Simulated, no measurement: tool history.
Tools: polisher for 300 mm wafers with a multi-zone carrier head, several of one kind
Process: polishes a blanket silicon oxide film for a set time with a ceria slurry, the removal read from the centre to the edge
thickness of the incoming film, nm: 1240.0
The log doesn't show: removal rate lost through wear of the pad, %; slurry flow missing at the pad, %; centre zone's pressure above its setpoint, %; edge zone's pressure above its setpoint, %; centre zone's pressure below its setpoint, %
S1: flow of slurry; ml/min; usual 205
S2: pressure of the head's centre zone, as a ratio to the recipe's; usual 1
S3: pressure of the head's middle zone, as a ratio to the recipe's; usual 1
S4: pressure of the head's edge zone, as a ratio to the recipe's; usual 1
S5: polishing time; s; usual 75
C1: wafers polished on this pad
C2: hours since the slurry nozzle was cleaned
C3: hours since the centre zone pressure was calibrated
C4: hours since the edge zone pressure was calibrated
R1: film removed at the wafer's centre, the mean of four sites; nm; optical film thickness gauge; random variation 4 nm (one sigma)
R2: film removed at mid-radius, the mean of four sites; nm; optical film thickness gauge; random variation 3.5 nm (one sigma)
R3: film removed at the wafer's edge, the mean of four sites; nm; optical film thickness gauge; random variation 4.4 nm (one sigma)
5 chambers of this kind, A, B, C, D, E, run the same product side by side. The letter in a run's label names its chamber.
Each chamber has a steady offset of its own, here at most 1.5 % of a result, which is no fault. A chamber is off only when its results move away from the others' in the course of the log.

run 1A hour=4.2 | S1=205 S2=1 S3=1 S4=1 S5=75 | C1=752 C2=305.3 C3=422.4 C4=861.7 | R1=334.22 R2=336.25 R3=327.22
run 2C hour=10.1 | S1=205 S2=1 S3=1 S4=1 S5=75 | C1=509 C2=304.1 C3=386.5 C4=363 | R1=331.5 R2=323.98 R3=327.48
-- hour=13.3 chamber B: worn pad replaced by a new one
-- hour=14.2 chamber A: centre zone pressure recalibrated
run 3D hour=16.6 | S1=205 S2=1 S3=1 S4=1 S5=75 | C1=1001 C2=244.6 C3=732.5 C4=616.5 | R1=325.68 R2=331.88 R3=335.31
run 4E hour=21.7 | S1=205 S2=1 S3=1 S4=1 S5=75 | C1=916 C2=127.1 C3=313.6 C4=515.5 | R1=340.23 R2=329.14 R3=334.94
run 5B hour=25.4 | S1=205 S2=1 S3=1 S4=1 S5=75 | C1=126 C2=356.3 C3=73.7 C4=639.4 | R1=325.61 R2=333.21 R3=333.1
run 6E hour=29.2 | S1=205 S2=1 S3=1 S4=1 S5=75 | C1=994 C2=134.6 C3=321.1 C4=523 | R1=336.85 R2=330.09 R3=324.87
-- hour=32.5 chamber C: worn pad replaced by a new one
run 7D hour=33.5 | S1=205 S2=1 S3=1 S4=1 S5=75 | C1=1177 C2=261.5 C3=749.4 C4=633.4 | R1=334.86 R2=333.99 R3=341.08
run 8A hour=37.8 | S1=205 S2=1 S3=1 S4=1 S5=75 | C1=1102 C2=338.9 C3=23.6 C4=895.3 | R1=329.87 R2=337.9 R3=334.82
-- hour=40.6 chamber B: slurry nozzle cleaned
run 9C hour=43 | S1=205 S2=1 S3=1 S4=1 S5=75 | C1=109 C2=337 C3=419.4 C4=395.9 | R1=332.24 R2=335.37 R3=336.17
-- hour=46 chamber E: worn pad replaced by a new one
run 10B hour=48.5 | S1=205 S2=1 S3=1 S4=1 S5=75 | C1=367 C2=8 C3=96.8 C4=662.5 | R1=327.51 R2=338.24 R3=327.51
run 11B hour=51.8 | S1=205 S2=1 S3=1 S4=1 S5=75 | C1=401 C2=11.3 C3=100.1 C4=665.8 | R1=329.56 R2=331.8 R3=334.43
run 12E hour=55.8 | S1=205 S2=1 S3=1 S4=1 S5=75 | C1=102 C2=161.2 C3=347.7 C4=549.6 | R1=329.2 R2=332.14 R3=328.08
-- hour=60.5 chamber D: worn pad replaced by a new one
run 13A hour=60.7 | S1=205 S2=1 S3=1 S4=1 S5=75 | C1=1340 C2=361.8 C3=46.5 C4=918.2 | R1=329.87 R2=341.71 R3=327.77
run 14D hour=67.3 | S1=205 S2=1 S3=1 S4=1 S5=75 | C1=70 C2=295.3 C3=783.2 C4=667.2 | R1=322.84 R2=329.56 R3=327.78
run 15C hour=72.6 | S1=205 S2=1 S3=1 S4=1 S5=75 | C1=417 C2=366.6 C3=449 C4=425.5 | R1=320.32 R2=324.14 R3=328.57
run 16D hour=78.8 | S1=205 S2=1 S3=1 S4=1 S5=75 | C1=190 C2=306.8 C3=794.7 C4=678.7 | R1=330.64 R2=329.65 R3=334.49
run 17A hour=83.3 | S1=205 S2=1 S3=1 S4=1 S5=75 | C1=1575 C2=384.4 C3=69.1 C4=940.8 | R1=335.11 R2=331.63 R3=331.36
-- hour=86.3 chamber A: worn pad replaced by a new one
run 18C hour=89.2 | S1=205 S2=1 S3=1 S4=1 S5=75 | C1=590 C2=383.2 C3=465.6 C4=442.1 | R1=323.96 R2=325.09 R3=324.29
run 19E hour=96.5 | S1=205 S2=1 S3=1 S4=1 S5=75 | C1=525 C2=201.9 C3=388.4 C4=590.3 | R1=334.62 R2=330.48 R3=333.08
-- hour=98.8 chamber C: worn pad replaced by a new one
run 20B hour=103.4 | S1=205 S2=1 S3=1 S4=1 S5=75 | C1=938 C2=62.9 C3=151.7 C4=717.4 | R1=324.82 R2=332.17 R3=330.44
run 21E hour=109.8 | S1=205 S2=1 S3=1 S4=1 S5=75 | C1=664 C2=215.2 C3=401.7 C4=603.6 | R1=329.15 R2=327.94 R3=332.34
run 22B hour=116.1 | S1=205 S2=1 S3=1 S4=1 S5=75 | C1=1070 C2=75.6 C3=164.4 C4=730.1 | R1=326.99 R2=328.63 R3=327.2
run 23C hour=121.6 | S1=205 S2=1 S3=0.95 S4=1 S5=63 | C1=237 C2=415.6 C3=498 C4=474.5 | R1=262.6 R2=257.77 R3=283.43
run 24D hour=127.1 | S1=205 S2=1 S3=0.95 S4=1 S5=63 | C1=693 C2=355.1 C3=843 C4=727 | R1=279.11 R2=259.89 R3=278.36
run 25A hour=130.4 | S1=205 S2=1 S3=0.95 S4=1 S5=63 | C1=459 C2=431.5 C3=116.2 C4=987.9 | R1=282.67 R2=265.32 R3=274.77
run 26A hour=137.4 | S1=205 S2=1 S3=0.95 S4=1 S5=63 | C1=532 C2=438.5 C3=123.2 C4=994.9 | R1=278.96 R2=271.87 R3=278.85
-- hour=139.3 chamber B: worn pad replaced by a new one
run 27D hour=143.8 | S1=205 S2=1 S3=0.95 S4=1 S5=63 | C1=867 C2=371.8 C3=859.7 C4=743.7 | R1=272.75 R2=259.65 R3=272.95
run 28C hour=149.8 | S1=205 S2=1 S3=1 S4=1 S5=75 | C1=530 C2=443.8 C3=526.2 C4=502.7 | R1=318.68 R2=323.72 R3=317.34
run 29E hour=155.7 | S1=205 S2=1 S3=1 S4=1 S5=75 | C1=1142 C2=261.1 C3=447.6 C4=649.5 | R1=337.65 R2=331.36 R3=326.21
-- hour=161.6 chamber E: worn pad replaced by a new one
-- hour=161.9 chamber C: worn pad replaced by a new one
run 30B hour=162.1 | S1=205 S2=1 S3=1 S4=1 S5=75 | C1=238 C2=121.6 C3=210.4 C4=776.1 | R1=324.83 R2=339.34 R3=325.49
run 31E hour=167.2 | S1=205 S2=1 S3=1 S4=1 S5=75 | C1=58 C2=272.6 C3=459.1 C4=661 | R1=340.32 R2=328.76 R3=331.05
run 32A hour=170.4 | S1=205 S2=1 S3=1 S4=1 S5=75 | C1=876 C2=471.5 C3=156.2 C4=1027.9 | R1=338.12 R2=338.68 R3=334.04
run 33C hour=174.3 | S1=205 S2=1 S3=1 S4=1 S5=75 | C1=129 C2=468.3 C3=550.7 C4=527.2 | R1=313.33 R2=307.88 R3=315.17
run 34D hour=180 | S1=205 S2=1 S3=1 S4=1 S5=75 | C1=1243 C2=408 C3=895.9 C4=779.9 | R1=328.47 R2=330.38 R3=328.36
run 35B hour=184.3 | S1=205 S2=1 S3=1 S4=1 S5=75 | C1=469 C2=143.8 C3=232.6 C4=798.3 | R1=329.56 R2=329.64 R3=325.06
run 36C hour=190.7 | S1=205 S2=1 S3=1 S4=1 S5=75 | C1=299 C2=484.7 C3=567.1 C4=543.6 | R1=315.73 R2=310.23 R3=316.52
run 37A hour=194 | S1=205 S2=1 S3=1 S4=1 S5=75 | C1=1122 C2=495.1 C3=179.8 C4=1051.5 | R1=332.09 R2=341.08 R3=339.38
run 38E hour=200.7 | S1=205 S2=1 S3=1 S4=1 S5=75 | C1=407 C2=306.1 C3=492.6 C4=694.5 | R1=329.81 R2=332.08 R3=329.56
run 39D hour=205.6 | S1=205 S2=0.94 S3=1 S4=1 S5=75 | C1=1510 C2=433.6 C3=921.5 C4=805.5 | R1=305.66 R2=330.17 R3=333.69
run 40B hour=211.3 | S1=205 S2=0.94 S3=1 S4=1 S5=75 | C1=750 C2=170.8 C3=259.6 C4=825.3 | R1=307.74 R2=331.94 R3=322.84

Is one chamber off against the others, does the gauge drift, or is nothing wrong? If a chamber is off, say which, and what the likeliest cause is.

Chamber C drifts away from the others.
Cause: slurry flow missing at the pad, % = 37.7.

Here are 4 candidates for chamber C's next run, each the usual settings with a change, their results left as question marks. Which one brings its results back in line with what the others give on the usual settings?
In line means no further than this from the other chambers' mean on the usual settings: R1 14 nm; R2 12 nm; R3 16 nm
run 41C-1 hour=216.7 | S1=200 S2=0.98 S3=0.98 S4=1.01 S5=70 | R1=? R2=? R3=?
run 41C-2 hour=216.7 | S1=205 S2=0.99 S3=1 S4=1 S5=74 | R1=? R2=? R3=?
run 41C-3 hour=216.7 | S1=205 S2=1.01 S3=1 S4=1 S5=76 | R1=? R2=? R3=?
run 41C-4 hour=216.7 | S1=210 S2=1.02 S3=1.02 S4=0.99 S5=80 | R1=? R2=? R3=?

The other chambers' mean on the usual settings: R1 331.68 nm; R2 331.87 nm; R3 332.01 nm
run=41C-1 R1=270.28 R2=275 R3=289.23
run=41C-2 R1=290.82 R2=297.72 R3=305.22
run=41C-3 R1=305.37 R2=305.73 R3=313.47
run=41C-4 R1=326.95 R2=329.37 R3=329.33
41C-4 brings the chamber back in line.
